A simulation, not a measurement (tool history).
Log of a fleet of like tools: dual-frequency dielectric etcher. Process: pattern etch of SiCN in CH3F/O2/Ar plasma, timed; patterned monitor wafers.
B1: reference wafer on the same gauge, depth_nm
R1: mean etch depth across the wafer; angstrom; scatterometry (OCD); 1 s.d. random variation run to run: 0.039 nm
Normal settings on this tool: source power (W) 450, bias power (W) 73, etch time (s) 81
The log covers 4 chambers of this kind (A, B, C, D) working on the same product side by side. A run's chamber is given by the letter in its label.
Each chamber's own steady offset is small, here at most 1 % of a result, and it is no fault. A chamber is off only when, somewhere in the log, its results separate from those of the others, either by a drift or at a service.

-- hour=0.2 chamber C: wet clean of the chamber
run 1D hour=5 | source_power_(W)=450 bias_power_(W)=73 etch_time_(s)=81 | B1=29.206 | R1=316.93
run 2C hour=9.9 | source_power_(W)=450 bias_power_(W)=73 etch_time_(s)=81 | B1=29.209 | R1=319.2
run 3B hour=14.6 | source_power_(W)=450 bias_power_(W)=73 etch_time_(s)=81 | B1=29.213 | R1=320.13
run 4A hour=19.8 | source_power_(W)=450 bias_power_(W)=73 etch_time_(s)=81 | B1=29.214 | R1=318.42
run 5B hour=24.4 | source_power_(W)=450 bias_power_(W)=73 etch_time_(s)=81 | B1=29.22 | R1=320.96
run 6A hour=27.9 | source_power_(W)=450 bias_power_(W)=73 etch_time_(s)=81 | B1=29.224 | R1=317.67
run 7D hour=33.3 | source_power_(W)=450 bias_power_(W)=73 etch_time_(s)=81 | B1=29.235 | R1=317.3
run 8C hour=36.4 | source_power_(W)=450 bias_power_(W)=73 etch_time_(s)=81 | B1=29.234 | R1=318.82
run 9D hour=39.3 | source_power_(W)=550 bias_power_(W)=73 etch_time_(s)=81 | B1=29.231 | R1=342.14
run 10C hour=42.4 | source_power_(W)=550 bias_power_(W)=73 etch_time_(s)=81 | B1=29.232 | R1=345.11
run 11B hour=45.6 | source_power_(W)=550 bias_power_(W)=73 etch_time_(s)=81 | B1=29.244 | R1=346.04
run 12A hour=49.4 | source_power_(W)=550 bias_power_(W)=73 etch_time_(s)=81 | B1=29.24 | R1=342.62
run 13A hour=54 | source_power_(W)=370 bias_power_(W)=73 etch_time_(s)=81 | B1=29.246 | R1=295.57
run 14D hour=57.9 | source_power_(W)=370 bias_power_(W)=73 etch_time_(s)=81 | B1=29.252 | R1=294.42
run 15B hour=61.7 | source_power_(W)=370 bias_power_(W)=73 etch_time_(s)=81 | B1=29.243 | R1=298.43
run 16C hour=67.1 | source_power_(W)=370 bias_power_(W)=73 etch_time_(s)=81 | B1=29.257 | R1=297.44
run 17D hour=70.9 | source_power_(W)=450 bias_power_(W)=73 etch_time_(s)=81 | B1=29.263 | R1=317.29
run 18C hour=74.7 | source_power_(W)=450 bias_power_(W)=73 etch_time_(s)=81 | B1=29.26 | R1=320.36
run 19B hour=78.2 | source_power_(W)=450 bias_power_(W)=73 etch_time_(s)=81 | B1=29.267 | R1=321.21
run 20A hour=81.6 | source_power_(W)=450 bias_power_(W)=73 etch_time_(s)=81 | B1=29.273 | R1=319.03
run 21C hour=87.3 | source_power_(W)=450 bias_power_(W)=73 etch_time_(s)=81 | B1=29.274 | R1=319.54
run 22B hour=90.6 | source_power_(W)=450 bias_power_(W)=73 etch_time_(s)=81 | B1=29.28 | R1=321.23
run 23D hour=93.2 | source_power_(W)=450 bias_power_(W)=73 etch_time_(s)=81 | B1=29.279 | R1=317.98
run 24A hour=95.9 | source_power_(W)=450 bias_power_(W)=73 etch_time_(s)=81 | B1=29.294 | R1=319.33
run 25D hour=99 | source_power_(W)=450 bias_power_(W)=73 etch_time_(s)=81 | B1=29.286 | R1=317.98
run 26A hour=104 | source_power_(W)=450 bias_power_(W)=73 etch_time_(s)=81 | B1=29.286 | R1=319.02
run 27B hour=109.7 | source_power_(W)=450 bias_power_(W)=73 etch_time_(s)=81 | B1=29.283 | R1=321.91
run 28C hour=113.9 | source_power_(W)=450 bias_power_(W)=73 etch_time_(s)=81 | B1=29.301 | R1=320.97
run 29D hour=118.3 | source_power_(W)=450 bias_power_(W)=73 etch_time_(s)=81 | B1=29.301 | R1=317.77
run 30B hour=124.1 | source_power_(W)=450 bias_power_(W)=73 etch_time_(s)=81 | B1=29.303 | R1=321.66
run 31C hour=128.1 | source_power_(W)=450 bias_power_(W)=73 etch_time_(s)=81 | B1=29.3 | R1=320.54
run 32A hour=132.9 | source_power_(W)=450 bias_power_(W)=73 etch_time_(s)=81 | B1=29.308 | R1=319.49
run 33D hour=136.3 | source_power_(W)=450 bias_power_(W)=73 etch_time_(s)=81 | B1=29.316 | R1=317.98
run 34B hour=139.9 | source_power_(W)=450 bias_power_(W)=73 etch_time_(s)=81 | B1=29.319 | R1=321.48
run 35A hour=144.6 | source_power_(W)=540 bias_power_(W)=73 etch_time_(s)=81 | B1=29.335 | R1=342.47
run 36C hour=150 | source_power_(W)=540 bias_power_(W)=73 etch_time_(s)=81 | B1=29.327 | R1=343.41
run 37A hour=154.7 | source_power_(W)=540 bias_power_(W)=73 etch_time_(s)=81 | B1=29.33 | R1=342.16
run 38C hour=160.6 | source_power_(W)=540 bias_power_(W)=73 etch_time_(s)=81 | B1=29.343 | R1=344.05
run 39D hour=164.6 | source_power_(W)=450 bias_power_(W)=73 etch_time_(s)=81 | B1=29.335 | R1=318.54

Decide between three cases: one chamber stands off from its peers, the gauge reading all wafers drifts, or nothing is wrong past each chamber's small offset. Where a chamber is off, say which and what most likely put it there.

Gauge drift. The chambers move together only on paper, and none stands off.
What lies behind it: gauge reads high (%) = 0.505.
